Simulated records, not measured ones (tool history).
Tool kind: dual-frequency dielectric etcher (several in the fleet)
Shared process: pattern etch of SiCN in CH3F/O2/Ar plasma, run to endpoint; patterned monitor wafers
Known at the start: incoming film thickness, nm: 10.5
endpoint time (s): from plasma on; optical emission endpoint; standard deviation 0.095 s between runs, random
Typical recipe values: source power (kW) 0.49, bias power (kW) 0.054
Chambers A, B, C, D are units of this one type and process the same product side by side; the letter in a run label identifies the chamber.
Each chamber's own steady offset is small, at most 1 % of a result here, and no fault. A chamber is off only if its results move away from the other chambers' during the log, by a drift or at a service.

run	day	source power (kW)	bias power (kW)	endpoint time (s)
1B	0.338	0.49	0.054	28.648
2C	0.879	0.49	0.054	28.596
3D	1.242	0.49	0.054	28.87
# day 1.371: chamber D: wet clean of the chamber
4A	1.654	0.49	0.054	28.859
5D	2.2	0.44	0.065	28.214
6B	2.788	0.44	0.065	27.998
7C	3.108	0.44	0.065	27.983
8A	3.475	0.44	0.065	28.064
9A	3.821	0.55	0.054	27.589
10D	4.262	0.55	0.054	27.39
11B	4.725	0.55	0.054	27.358
12C	5.258	0.55	0.054	27.348
13C	5.738	0.49	0.054	28.34
14B	6.329	0.49	0.054	28.577
# day 6.483: chamber C: bias power generator calibrated
15A	6.717	0.49	0.054	28.87
16D	7.012	0.49	0.054	28.751
17B	7.483	0.45	0.045	31.168
18C	7.862	0.45	0.045	31.362
19D	8.129	0.45	0.045	31.435
20A	8.521	0.45	0.045	31.576
21D	9.017	0.49	0.054	28.886
22C	9.517	0.49	0.054	28.497
23A	9.962	0.49	0.054	28.731
24B	10.242	0.49	0.054	28.772
# day 10.454: chamber B: wet clean of the chamber
25A	10.842	0.49	0.054	28.785
26B	11.429	0.49	0.054	28.534
27D	11.888	0.49	0.054	28.792
28C	12.404	0.49	0.054	28.475
29B	12.708	0.49	0.054	28.663
30D	13.308	0.49	0.054	28.799
31C	13.592	0.53	0.043	29.864

Which is it: a chamber that has drifted or been left off by a service, a gauge drift common to all chambers, or only each chamber's usual small offset? If a chamber is off, name it and its likeliest cause.

No chamber stands off beyond its own small offset, and the gauge holds steady.
